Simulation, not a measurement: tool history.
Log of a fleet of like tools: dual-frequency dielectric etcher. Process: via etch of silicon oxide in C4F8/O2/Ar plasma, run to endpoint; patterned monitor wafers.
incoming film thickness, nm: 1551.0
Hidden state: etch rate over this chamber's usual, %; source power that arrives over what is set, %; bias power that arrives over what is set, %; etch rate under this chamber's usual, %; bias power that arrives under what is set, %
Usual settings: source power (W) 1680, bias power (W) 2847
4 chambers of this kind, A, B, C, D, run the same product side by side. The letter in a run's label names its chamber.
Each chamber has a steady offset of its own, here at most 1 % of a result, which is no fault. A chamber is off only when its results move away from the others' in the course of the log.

| run | hour | source power (W) | bias power (W) | hours since the last wet clean | hours since the last source power generator calibration | hours since the last bias power generator calibration | endpoint time (s) |
|---|---|---|---|---|---|---|---|
| 1B | 7.1 | 1680 | 2847 | 330.3 | 1126.5 | 2352.0 | 294.80 |
| 2D | 12.8 | 1680 | 2847 | 158.8 | 408.1 | 1312.0 | 292.21 |
| 3A | 22.0 | 1680 | 2847 | 610.2 | 1878.1 | 400.4 | 287.16 |
|  | 23.0 | chamber A: wet clean of the chamber |
| 4C | 33.4 | 1680 | 2847 | 364.3 | 3813.6 | 468.6 | 296.03 |
| 5D | 39.4 | 1680 | 2847 | 185.4 | 434.7 | 1338.6 | 294.18 |
| 6A | 45.3 | 1680 | 2847 | 22.4 | 1901.4 | 423.7 | 292.84 |
| 7C | 51.1 | 1680 | 2847 | 382.0 | 3831.3 | 486.3 | 296.88 |
| 8B | 58.9 | 1680 | 2847 | 382.1 | 1178.3 | 2403.8 | 295.98 |
| 9C | 70.1 | 1680 | 2847 | 401.0 | 3850.3 | 505.3 | 294.32 |
| 10A | 80.3 | 1680 | 2847 | 57.4 | 1936.4 | 458.7 | 292.94 |
| 11D | 91.2 | 1680 | 2847 | 237.2 | 486.5 | 1390.4 | 293.53 |
| 12B | 100.9 | 1680 | 2847 | 424.1 | 1220.3 | 2445.8 | 299.02 |
| 13C | 111.8 | 1680 | 2847 | 442.7 | 3892.0 | 547.0 | 298.08 |
| 14A | 121.6 | 1560 | 3074 | 98.7 | 1977.7 | 500.0 | 294.49 |
| 15B | 131.1 | 1560 | 3074 | 454.3 | 1250.5 | 2476.0 | 297.95 |
| 16D | 136.9 | 1560 | 3074 | 282.9 | 532.2 | 1436.1 | 295.53 |
| 17C | 148.5 | 1560 | 3074 | 479.4 | 3928.7 | 583.7 | 302.48 |
|  | 149.5 | chamber B: wet clean of the chamber |
| 18A | 158.4 | 1680 | 2847 | 135.5 | 2014.5 | 536.8 | 293.90 |
| 19D | 166.3 | 1410 | 2264 | 312.3 | 561.6 | 1465.5 | 334.43 |
| 20B | 174.6 | 1410 | 2264 | 25.2 | 1294.0 | 2519.5 | 335.07 |
| 21D | 182.7 | 1410 | 2264 | 328.7 | 578.0 | 1481.9 | 337.00 |
| 22A | 187.9 | 1410 | 2264 | 165.0 | 2044.0 | 566.3 | 338.12 |
| 23B | 198.8 | 1680 | 2847 | 49.4 | 1318.2 | 2543.7 | 296.69 |
| 24C | 208.3 | 1680 | 2847 | 539.2 | 3988.5 | 643.5 | 309.03 |
| 25C | 214.3 | 1680 | 2847 | 545.2 | 3994.5 | 649.5 | 302.87 |
| 26B | 222.7 | 1480 | 2380 | 73.3 | 1342.1 | 2567.6 | 329.72 |
| 27A | 233.2 | 1480 | 2380 | 210.3 | 2089.3 | 611.6 | 322.83 |
| 28D | 243.1 | 1480 | 2380 | 389.1 | 638.4 | 1542.3 | 329.45 |
| 29B | 252.2 | 1480 | 2380 | 102.8 | 1371.6 | 2597.1 | 333.82 |
| 30A | 262.0 | 1450 | 2847 | 239.1 | 2118.1 | 640.4 | 309.21 |
| 31D | 269.5 | 1450 | 2847 | 415.5 | 664.8 | 1568.7 | 312.24 |
| 32C | 277.6 | 1450 | 2847 | 608.5 | 4057.8 | 712.8 | 326.97 |
| 33B | 287.7 | 1450 | 2847 | 138.3 | 1407.1 | 2632.6 | 315.58 |

What goes on in this fleet: one chamber off, a drifting gauge, or nothing beyond the chambers' own small offsets? Name the chamber and the cause, if any.

Chamber C drifts away from the others.
Cause: etch rate under this chamber's usual, % = 4.71.

Here are 4 candidates for chamber C's next run, each the usual settings with a change, their results left as question marks. Which one brings its results back in line with what the others give on the usual settings?
In line means no further than this from the other chambers' mean on the usual settings: endpoint time (s) 9.00
| 34C-1 | 296.1 | 1800 | 3010 |  |  |  | ? |
| 34C-2 | 296.1 | 1950 | 3201 |  |  |  | ? |
| 34C-3 | 296.1 | 1480 | 2847 |  |  |  | ? |
| 34C-4 | 296.1 | 1410 | 2493 |  |  |  | ? |

The other chambers' mean on the usual settings: endpoint time (s) 294.72
| run | endpoint time (s) |
|---|---|
| 34C-1 | 295.77 |
| 34C-2 | 281.16 |
| 34C-3 | 325.11 |
| 34C-4 | 345.18 |
34C-1 brings the chamber back in line.

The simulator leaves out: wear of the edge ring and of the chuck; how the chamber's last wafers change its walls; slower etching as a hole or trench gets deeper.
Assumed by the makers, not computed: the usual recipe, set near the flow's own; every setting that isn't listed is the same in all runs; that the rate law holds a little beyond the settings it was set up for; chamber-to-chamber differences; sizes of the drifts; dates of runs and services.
